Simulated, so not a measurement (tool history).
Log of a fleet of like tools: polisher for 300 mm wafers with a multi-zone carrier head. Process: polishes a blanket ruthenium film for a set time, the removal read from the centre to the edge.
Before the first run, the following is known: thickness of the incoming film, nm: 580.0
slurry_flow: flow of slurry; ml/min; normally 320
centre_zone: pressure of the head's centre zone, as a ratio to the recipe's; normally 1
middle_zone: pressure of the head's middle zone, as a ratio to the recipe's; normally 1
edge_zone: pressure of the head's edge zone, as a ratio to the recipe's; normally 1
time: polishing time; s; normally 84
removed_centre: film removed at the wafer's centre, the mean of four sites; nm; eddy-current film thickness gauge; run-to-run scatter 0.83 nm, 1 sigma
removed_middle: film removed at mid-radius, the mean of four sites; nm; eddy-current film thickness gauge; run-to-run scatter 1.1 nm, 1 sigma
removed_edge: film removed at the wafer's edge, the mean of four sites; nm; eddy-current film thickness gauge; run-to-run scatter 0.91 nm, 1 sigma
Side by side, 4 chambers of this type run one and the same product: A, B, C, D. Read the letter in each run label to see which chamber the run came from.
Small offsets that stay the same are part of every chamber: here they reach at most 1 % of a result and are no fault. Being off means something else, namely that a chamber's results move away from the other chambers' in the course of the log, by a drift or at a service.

| run | day | slurry_flow | centre_zone | middle_zone | edge_zone | time | wafers polished on this pad | hours since the slurry nozzle was cleaned | hours since the centre zone pressure was calibrated | hours since the edge zone pressure was calibrated | removed_centre | removed_middle | removed_edge |
|---|---|---|---|---|---|---|---|---|---|---|---|---|---|
| 1C | 0.288 | 320 | 1 | 1 | 1 | 84 | 394 | 404.4 | 417.3 | 750.8 | 115.96 | 115.69 | 119.27 |
|  | 0.483 | chamber B: worn pad replaced by a new one |
| 2D | 0.496 | 320 | 1 | 1 | 1 | 84 | 895 | 529.2 | 1040.4 | 26.2 | 114.67 | 117.31 | 116.61 |
| 3A | 0.792 | 320 | 1 | 1 | 1 | 84 | 248 | 393.9 | 726.9 | 471.9 | 116.28 | 116.98 | 116.93 |
| 4B | 1.042 | 320 | 1 | 1 | 1 | 84 | 132 | 153.3 | 423 | 752.5 | 115.45 | 115.28 | 115.91 |
| 5C | 1.425 | 320 | 1 | 1 | 1 | 84 | 663 | 431.7 | 444.6 | 778.1 | 116.34 | 116.04 | 118.35 |
|  | 1.429 | chamber D: worn pad replaced by a new one |
| 6D | 1.65 | 320 | 1 | 1 | 1 | 84 | 52 | 556.9 | 1068.1 | 53.9 | 117.07 | 116.36 | 116.09 |
|  | 1.771 | chamber A: worn pad replaced by a new one |
| 7B | 1.875 | 260 | 1 | 1 | 1 | 84 | 329 | 173.3 | 443 | 772.5 | 113.57 | 114.41 | 113.93 |
| 8A | 2.329 | 260 | 1 | 1 | 1 | 84 | 132 | 430.8 | 763.8 | 508.8 | 113.64 | 112.92 | 115.64 |
| 9D | 2.646 | 260 | 1 | 1 | 1 | 84 | 288 | 580.8 | 1092 | 77.8 | 113.28 | 113.8 | 115.82 |
|  | 2.879 | chamber D: centre zone pressure recalibrated |
| 10A | 2.888 | 260 | 1 | 1 | 1 | 84 | 264 | 444.2 | 777.2 | 522.2 | 113.54 | 111.45 | 113.91 |
| 11C | 3.204 | 320 | 1 | 1 | 1 | 84 | 1083 | 474.4 | 487.3 | 820.8 | 114.85 | 117.01 | 117.41 |
| 12B | 3.579 | 320 | 1 | 1 | 1 | 84 | 732 | 214.2 | 483.9 | 813.4 | 115.12 | 114.22 | 115.99 |
|  | 3.917 | chamber B: worn pad replaced by a new one |
| 13C | 3.929 | 320 | 1 | 1 | 1 | 84 | 1255 | 491.8 | 504.7 | 838.2 | 116.08 | 117.82 | 116.54 |
|  | 3.933 | chamber B: edge zone pressure recalibrated |
|  | 3.954 | chamber A: worn pad replaced by a new one |
| 14D | 4.258 | 320 | 1 | 1 | 1 | 84 | 669 | 619.5 | 33.1 | 116.5 | 115.65 | 117.47 | 117.12 |
|  | 4.467 | chamber C: worn pad replaced by a new one |
|  | 4.529 | chamber A: slurry nozzle cleaned |
| 15B | 4.646 | 320 | 1 | 1 | 1 | 84 | 172 | 239.8 | 509.5 | 17.2 | 113.39 | 114.37 | 116.7 |
| 16A | 4.912 | 320 | 1 | 1 | 1 | 84 | 227 | 9.3 | 825.8 | 570.8 | 117.59 | 115.13 | 117.25 |
| 17A | 5.117 | 320 | 1 | 1 | 1 | 84 | 275 | 14.2 | 830.7 | 575.7 | 115.63 | 114.29 | 117.52 |
| 18C | 5.329 | 320 | 1 | 1 | 1 | 84 | 204 | 525.4 | 538.3 | 871.8 | 116.09 | 117.63 | 118.44 |
| 19D | 5.742 | 320 | 1 | 1 | 1 | 84 | 1020 | 655.1 | 68.7 | 152.1 | 116.16 | 116.02 | 115.43 |
|  | 6.154 | chamber A: worn pad replaced by a new one |
| 20B | 6.217 | 320 | 1 | 1 | 0.91 | 65 | 544 | 277.5 | 547.2 | 54.9 | 86.59 | 90.27 | 85.2 |
| 21A | 6.65 | 320 | 1 | 1 | 0.91 | 65 | 118 | 51 | 867.5 | 612.5 | 90.211 | 89.341 | 85.658 |
|  | 6.712 | chamber B: slurry nozzle cleaned |
|  | 6.817 | chamber D: worn pad replaced by a new one |
| 22B | 6.871 | 320 | 1 | 1 | 0.91 | 65 | 698 | 3.8 | 562.9 | 70.6 | 85.809 | 90.249 | 84.398 |
| 23D | 7.329 | 320 | 1 | 1 | 0.91 | 65 | 121 | 693.2 | 106.8 | 190.2 | 89.919 | 91.092 | 85.422 |
|  | 7.396 | chamber B: worn pad replaced by a new one |
| 24C | 7.638 | 320 | 1 | 1 | 1 | 84 | 750 | 580.8 | 593.7 | 927.2 | 116.43 | 115.86 | 117.95 |
| 25D | 8 | 320 | 1 | 1 | 1 | 84 | 280 | 709.3 | 122.9 | 206.3 | 116.37 | 115.27 | 116.91 |
|  | 8.025 | chamber C: centre zone pressure recalibrated |
|  | 8.225 | chamber D: slurry nozzle cleaned |
| 26C | 8.3 | 320 | 1 | 1 | 1 | 84 | 907 | 596.7 | 6.6 | 943.1 | 114.59 | 115.13 | 116.51 |
|  | 8.379 | chamber A: worn pad replaced by a new one |
| 27A | 8.554 | 320 | 1 | 1 | 1 | 84 | 42 | 96.7 | 913.2 | 658.2 | 116.6 | 115.27 | 115.81 |
| 28B | 8.783 | 320 | 0.89 | 1 | 0.94 | 84 | 328 | 49.7 | 608.8 | 116.5 | 93.787 | 116.41 | 112.71 |
| 29D | 9.067 | 320 | 0.89 | 1 | 0.94 | 84 | 532 | 20.2 | 148.5 | 231.9 | 101.62 | 115.87 | 112.42 |
| 30A | 9.346 | 320 | 0.89 | 1 | 0.94 | 84 | 229 | 115.7 | 932.2 | 677.2 | 101.53 | 116.79 | 112.88 |
| 31B | 9.638 | 320 | 0.89 | 1 | 0.94 | 84 | 529 | 70.2 | 629.3 | 137 | 95.284 | 115.23 | 112.73 |

All 4 chambers run these settings next. Forecast each chamber's results:
| 32A | 9.975 | 320 | 1 | 1 | 1 | 84 |  |  |  |  | ? | ? | ? |
| 32B | 9.975 | 320 | 1 | 1 | 1 | 84 |  |  |  |  | ? | ? | ? |
| 32C | 9.975 | 320 | 1 | 1 | 1 | 84 |  |  |  |  | ? | ? | ? |
| 32D | 9.975 | 320 | 1 | 1 | 1 | 84 |  |  |  |  | ? | ? | ? |

| run | removed_centre | removed_middle | removed_edge |
|---|---|---|---|
| 32A | 116.33 | 115.67 | 117.48 |
| 32B | 107.97 | 115.12 | 116.16 |
| 32C | 115.78 | 114.94 | 118.78 |
| 32D | 116.56 | 115.3 | 117.94 |
